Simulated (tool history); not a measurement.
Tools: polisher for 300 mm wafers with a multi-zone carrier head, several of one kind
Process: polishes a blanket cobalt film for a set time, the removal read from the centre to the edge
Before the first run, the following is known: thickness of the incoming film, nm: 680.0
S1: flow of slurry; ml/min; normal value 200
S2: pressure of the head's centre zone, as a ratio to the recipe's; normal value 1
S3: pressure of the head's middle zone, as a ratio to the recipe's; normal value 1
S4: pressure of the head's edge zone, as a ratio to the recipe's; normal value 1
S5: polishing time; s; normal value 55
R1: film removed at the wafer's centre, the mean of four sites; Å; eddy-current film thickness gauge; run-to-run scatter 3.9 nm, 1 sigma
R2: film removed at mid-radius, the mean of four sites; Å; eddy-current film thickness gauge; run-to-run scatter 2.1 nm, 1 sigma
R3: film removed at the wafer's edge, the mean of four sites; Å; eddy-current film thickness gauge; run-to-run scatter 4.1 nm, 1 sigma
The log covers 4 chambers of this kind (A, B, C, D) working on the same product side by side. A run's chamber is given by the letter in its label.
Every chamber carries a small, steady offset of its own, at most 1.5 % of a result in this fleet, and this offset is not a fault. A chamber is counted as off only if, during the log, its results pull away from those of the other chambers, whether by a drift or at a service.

Run 1A, hour 12.9: usual settings. Result: R1 2685.8 Å, R2 2689.6 Å, R3 2757.1 Å.
At hour 21: chamber A: worn pad replaced by a new one.
Run 2D, hour 24.2: usual settings. Result: R1 2686.2 Å, R2 2709.3 Å, R3 2726.4 Å.
Run 3C, hour 31.3: usual settings. Result: R1 2839.5 Å, R2 2793.4 Å, R3 2741.9 Å.
Run 4B, hour 37.7: usual settings. Result: R1 2810.9 Å, R2 2764.8 Å, R3 2667 Å.
At hour 41: chamber D: worn pad replaced by a new one.
At hour 44.3: chamber B: worn pad replaced by a new one.
Run 5A, hour 49: usual settings. Result: R1 2694.3 Å, R2 2675.8 Å, R3 2766.1 Å.
At hour 56.3: chamber A: slurry nozzle cleaned.
Run 6B, hour 58.3: usual settings. Result: R1 2754.4 Å, R2 2810.4 Å, R3 2718.5 Å.
Run 7C, hour 71.9: usual settings. Result: R1 2739.5 Å, R2 2737.2 Å, R3 2775.7 Å.
Run 8D, hour 82.8: usual settings but S3 0.9, S5 61 s. Result: R1 3026.5 Å, R2 2681.2 Å, R3 3018.5 Å.
At hour 88.7: chamber C: worn pad replaced by a new one.
Run 9A, hour 89.4: usual settings but S3 0.9, S5 61 s. Result: R1 3019.6 Å, R2 2757.5 Å, R3 3034.5 Å.
Run 10D, hour 97.5: usual settings but S3 0.9, S5 61 s. Result: R1 3014 Å, R2 2701.4 Å, R3 3079.9 Å.
Run 11C, hour 111.7: usual settings but S3 0.9, S5 61 s. Result: R1 3057.6 Å, R2 2743 Å, R3 3086.8 Å.
At hour 116.2: chamber D: worn pad replaced by a new one.
At hour 119.5: chamber A: worn pad replaced by a new one.
Run 12B, hour 125.5: usual settings but S3 0.89. Result: R1 2706.6 Å, R2 2474.1 Å, R3 2762.9 Å.
Run 13A, hour 136.6: usual settings but S3 0.89. Result: R1 2624.9 Å, R2 2459 Å, R3 2763.7 Å.
Run 14C, hour 145.2: usual settings but S3 0.89. Result: R1 2729.9 Å, R2 2513.1 Å, R3 2706 Å.
At hour 147.6: chamber B: worn pad replaced by a new one.
Run 15B, hour 154: usual settings but S3 0.89. Result: R1 2707.3 Å, R2 2457.4 Å, R3 2700.3 Å.
Run 16D, hour 161.3: usual settings. Result: R1 2826 Å, R2 2661.3 Å, R3 2654.9 Å.
Run 17A, hour 172.3: usual settings. Result: R1 2726.7 Å, R2 2704.3 Å, R3 2728 Å.
Run 18C, hour 179.4: usual settings. Result: R1 2729.7 Å, R2 2777.6 Å, R3 2695.2 Å.
Run 19D, hour 193.2: usual settings. Result: R1 2879.2 Å, R2 2684.9 Å, R3 2670.5 Å.
At hour 202.4: chamber A: centre zone pressure recalibrated.
Run 20B, hour 205.8: usual settings but S2 1.09. Result: R1 2979.7 Å, R2 2768.6 Å, R3 2735.4 Å.
At hour 206: chamber D: worn pad replaced by a new one.
At hour 209.8: chamber C: slurry nozzle cleaned.
At hour 209.9: chamber C: worn pad replaced by a new one.
Run 21A, hour 215.9: usual settings but S2 1.09. Result: R1 3011.2 Å, R2 2699.5 Å, R3 2703.7 Å.
At hour 216.4: chamber A: worn pad replaced by a new one.
Run 22D, hour 226.4: usual settings but S2 1.09. Result: R1 3104.9 Å, R2 2687.7 Å, R3 2678.9 Å.
Run 23B, hour 239.3: usual settings but S2 1.09. Result: R1 3032.4 Å, R2 2751.1 Å, R3 2693.6 Å.
Run 24C, hour 246.9: usual settings. Result: R1 2772.2 Å, R2 2761.4 Å, R3 2760 Å.
At hour 255.8: chamber B: worn pad replaced by a new one.
Run 25C, hour 259.3: usual settings but S4 1.07. Result: R1 2736.8 Å, R2 2753.4 Å, R3 2836.8 Å.
Run 26A, hour 268.4: usual settings but S4 1.07. Result: R1 2665.8 Å, R2 2718 Å, R3 2810.1 Å.
Run 27B, hour 275.1: usual settings but S4 1.07. Result: R1 2772.6 Å, R2 2760.7 Å, R3 2751.3 Å.
Run 28D, hour 289: usual settings but S4 1.07. Result: R1 2893 Å, R2 2718.6 Å, R3 2778.9 Å.
At hour 291.9: chamber D: worn pad replaced by a new one.
Run 29C, hour 295.3: usual settings. Result: R1 2756.6 Å, R2 2759.9 Å, R3 2729.7 Å.
Run 30A, hour 301.4: usual settings. Result: R1 2701.6 Å, R2 2707.7 Å, R3 2689.2 Å.
At hour 310.1: chamber C: edge zone pressure recalibrated.
Run 31D, hour 312.2: usual settings but S3 1.07. Result: R1 2881.6 Å, R2 2869.4 Å, R3 2750.6 Å.
At hour 314.7: chamber B: slurry nozzle cleaned.
At hour 315.2: chamber A: worn pad replaced by a new one.
Run 32B, hour 321.2: usual settings but S3 1.07. Result: R1 2684.1 Å, R2 2968.2 Å, R3 2705.9 Å.
Run 33A, hour 328.4: usual settings but S3 1.07. Result: R1 2689.6 Å, R2 2851.4 Å, R3 2609.7 Å.
At hour 329: chamber C: worn pad replaced by a new one.
Run 34B, hour 337.4: usual settings but S3 1.07. Result: R1 2770.8 Å, R2 2922.7 Å, R3 2740.2 Å.
Run 35C, hour 351: usual settings. Result: R1 2742 Å, R2 2766.3 Å, R3 2740.2 Å.
Run 36D, hour 358.7: usual settings. Result: R1 2975.2 Å, R2 2700.1 Å, R3 2682.4 Å.
Run 37D, hour 370.8: usual settings. Result: R1 3014.7 Å, R2 2689.1 Å, R3 2793.5 Å.
At hour 374.2: chamber D: worn pad replaced by a new one.
Run 38A, hour 381.1: usual settings. Result: R1 2706.7 Å, R2 2682.7 Å, R3 2725 Å.
At hour 381.9: chamber B: worn pad replaced by a new one.
Run 39B, hour 390.9: usual settings. Result: R1 2691.2 Å, R2 2765.7 Å, R3 2709 Å.
Run 40C, hour 398.6: usual settings. Result: R1 2787 Å, R2 2810.7 Å, R3 2757.7 Å.
At hour 399.4: chamber A: edge zone pressure recalibrated.
At hour 403.3: chamber A: worn pad replaced by a new one.
Run 41B, hour 408.8: usual settings. Result: R1 2821.6 Å, R2 2754.2 Å, R3 2711.3 Å.
Run 42D, hour 422.2: usual settings. Result: R1 2994.9 Å, R2 2665.6 Å, R3 2737.1 Å.
Run 43A, hour 431.4: usual settings. Result: R1 2752.5 Å, R2 2706.6 Å, R3 2719.4 Å.
At hour 436.8: chamber C: centre zone pressure recalibrated.
Run 44C, hour 441.2: usual settings. Result: R1 2743.8 Å, R2 2739.2 Å, R3 2692.8 Å.

All 4 chambers run these settings next. Forecast each chamber's results:
Run 45A, hour 451.5: usual settings. Result: R1 ?, R2 ?, R3 ?.
Run 45B, hour 451.5: usual settings. Result: R1 ?, R2 ?, R3 ?.
Run 45C, hour 451.5: usual settings. Result: R1 ?, R2 ?, R3 ?.
Run 45D, hour 451.5: usual settings. Result: R1 ?, R2 ?, R3 ?.

run      R1      R2      R3
45A    2663  2716.9  2726.9
45B  2683.6  2737.5  2717.1
45C  2717.5  2744.3  2740.1
45D  3041.4  2669.3  2662.5
